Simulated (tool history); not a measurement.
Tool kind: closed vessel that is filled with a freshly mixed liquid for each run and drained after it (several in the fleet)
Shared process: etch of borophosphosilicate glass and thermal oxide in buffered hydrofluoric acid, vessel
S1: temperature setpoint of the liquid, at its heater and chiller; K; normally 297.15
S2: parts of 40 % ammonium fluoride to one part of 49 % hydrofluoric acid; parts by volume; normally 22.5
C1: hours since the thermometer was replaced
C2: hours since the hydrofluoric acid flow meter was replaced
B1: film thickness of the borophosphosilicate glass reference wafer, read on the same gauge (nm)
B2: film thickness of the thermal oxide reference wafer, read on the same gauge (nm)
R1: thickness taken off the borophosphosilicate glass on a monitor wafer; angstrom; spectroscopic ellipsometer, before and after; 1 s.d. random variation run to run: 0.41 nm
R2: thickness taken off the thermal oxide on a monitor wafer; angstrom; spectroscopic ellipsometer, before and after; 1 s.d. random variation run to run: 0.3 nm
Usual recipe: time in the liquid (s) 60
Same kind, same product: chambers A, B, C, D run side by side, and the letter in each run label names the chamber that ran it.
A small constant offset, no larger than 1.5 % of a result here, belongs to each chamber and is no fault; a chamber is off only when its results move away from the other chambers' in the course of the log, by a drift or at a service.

run 1B hour=7.7 | S1=297.15 S2=22.5 time_in_the_liquid_(s)=60 | C1=2062.4 C2=1045.7 | B1=49.982 B2=59.971 | R1=632.28 R2=326.15
run 2D hour=16.5 | S1=297.15 S2=22.5 time_in_the_liquid_(s)=60 | C1=426.9 C2=1145.8 | B1=49.979 B2=59.994 | R1=634.07 R2=325.03
run 3C hour=29.1 | S1=297.15 S2=22.5 time_in_the_liquid_(s)=60 | C1=528.1 C2=374.1 | B1=49.961 B2=60.004 | R1=639.38 R2=322.54
run 4A hour=43.1 | S1=297.15 S2=22.5 time_in_the_liquid_(s)=60 | C1=1552.8 C2=2135.1 | B1=50.014 B2=59.975 | R1=647.34 R2=321.83
run 5C hour=51.6 | S1=299.15 S2=25.0 time_in_the_liquid_(s)=60 | C1=550.6 C2=396.6 | B1=49.999 B2=60.019 | R1=663.96 R2=329.55
run 6A hour=65.9 | S1=299.15 S2=25.0 time_in_the_liquid_(s)=60 | C1=1575.6 C2=2157.9 | B1=50.022 B2=60.012 | R1=671.17 R2=333.27
run 7B hour=78.1 | S1=299.15 S2=25.0 time_in_the_liquid_(s)=60 | C1=2132.8 C2=1116.1 | B1=50.022 B2=59.985 | R1=657.22 R2=333.29
run 8D hour=87.2 | S1=299.15 S2=25.0 time_in_the_liquid_(s)=60 | C1=497.6 C2=1216.5 | B1=49.967 B2=59.992 | R1=658.85 R2=332.83
run 9A hour=96.8 | S1=297.15 S2=22.5 time_in_the_liquid_(s)=60 | C1=1606.5 C2=2188.8 | B1=50.002 B2=59.996 | R1=633.82 R2=319.84
run 10D hour=109.2 | S1=297.15 S2=22.5 time_in_the_liquid_(s)=60 | C1=519.6 C2=1238.5 | B1=50.010 B2=59.992 | R1=628.60 R2=327.83
run 11B hour=117.4 | S1=297.15 S2=22.5 time_in_the_liquid_(s)=60 | C1=2172.1 C2=1155.4 | B1=49.986 B2=59.980 | R1=640.79 R2=321.94
run 12C hour=127.5 | S1=297.15 S2=22.5 time_in_the_liquid_(s)=60 | C1=626.5 C2=472.5 | B1=49.961 B2=59.949 | R1=645.18 R2=320.23
run 13D hour=136.9 | S1=294.65 S2=17.0 time_in_the_liquid_(s)=60 | C1=547.3 C2=1266.2 | B1=49.998 B2=59.981 | R1=711.52 R2=365.04
run 14A hour=152.2 | S1=294.65 S2=17.0 time_in_the_liquid_(s)=60 | C1=1661.9 C2=2244.2 | B1=50.034 B2=60.017 | R1=711.62 R2=354.42
run 15B hour=165.7 | S1=294.65 S2=17.0 time_in_the_liquid_(s)=60 | C1=2220.4 C2=1203.7 | B1=50.030 B2=60.025 | R1=717.22 R2=360.19
run 16C hour=179.4 | S1=294.65 S2=17.0 time_in_the_liquid_(s)=60 | C1=678.4 C2=524.4 | B1=49.984 B2=60.020 | R1=711.69 R2=355.16
run 17C hour=186.8 | S1=292.15 S2=22.5 time_in_the_liquid_(s)=60 | C1=685.8 C2=531.8 | B1=49.986 B2=60.012 | R1=487.86 R2=237.30
run 18A hour=195.9 | S1=292.15 S2=22.5 time_in_the_liquid_(s)=60 | C1=1705.6 C2=2287.9 | B1=50.017 B2=59.997 | R1=488.77 R2=241.01
run 19D hour=203.4 | S1=292.15 S2=22.5 time_in_the_liquid_(s)=60 | C1=613.8 C2=1332.7 | B1=49.978 B2=60.047 | R1=484.51 R2=244.94
run 20B hour=218.9 | S1=292.15 S2=22.5 time_in_the_liquid_(s)=60 | C1=2273.6 C2=1256.9 | B1=49.970 B2=59.962 | R1=480.79 R2=243.87
run 21C hour=230.3 | S1=297.15 S2=22.5 time_in_the_liquid_(s)=60 | C1=729.3 C2=575.3 | B1=49.995 B2=59.992 | R1=645.90 R2=317.48
run 22B hour=242.1 | S1=297.15 S2=22.5 time_in_the_liquid_(s)=90 | C1=2296.8 C2=1280.1 | B1=49.975 B2=59.983 | R1=960.51 R2=484.16
run 23A hour=256.3 | S1=297.15 S2=22.5 time_in_the_liquid_(s)=90 | C1=1766.0 C2=2348.3 | B1=50.010 B2=60.010 | R1=958.69 R2=485.18
-- hour=260.7 chamber A: hydrofluoric acid flow meter replaced
run 24D hour=265.7 | S1=297.15 S2=22.5 time_in_the_liquid_(s)=90 | C1=676.1 C2=1395.0 | B1=49.964 B2=60.003 | R1=948.46 R2=484.59
run 25A hour=279.9 | S1=297.15 S2=22.5 time_in_the_liquid_(s)=90 | C1=1789.6 C2=19.2 | B1=50.044 B2=59.981 | R1=956.63 R2=479.55
run 26C hour=294.9 | S1=293.15 S2=22.5 time_in_the_liquid_(s)=70 | C1=793.9 C2=639.9 | B1=49.986 B2=60.048 | R1=602.00 R2=298.04
run 27B hour=308.6 | S1=293.15 S2=22.5 time_in_the_liquid_(s)=70 | C1=2363.3 C2=1346.6 | B1=49.989 B2=59.965 | R1=601.99 R2=304.71
run 28D hour=317.8 | S1=293.15 S2=22.5 time_in_the_liquid_(s)=70 | C1=728.2 C2=1447.1 | B1=50.015 B2=59.999 | R1=595.05 R2=302.62
run 29B hour=326.5 | S1=293.15 S2=22.5 time_in_the_liquid_(s)=70 | C1=2381.2 C2=1364.5 | B1=50.004 B2=60.000 | R1=601.49 R2=297.00
run 30C hour=333.5 | S1=297.15 S2=22.5 time_in_the_liquid_(s)=60 | C1=832.5 C2=678.5 | B1=50.003 B2=60.039 | R1=643.45 R2=314.84

Does one chamber stand apart from the rest, does the shared gauge drift, or is all well apart from small per-chamber offsets? Give the chamber and the most likely cause, where there is one.

Nothing is wrong: each chamber keeps only its own small, steady offset and the gauge holds still.
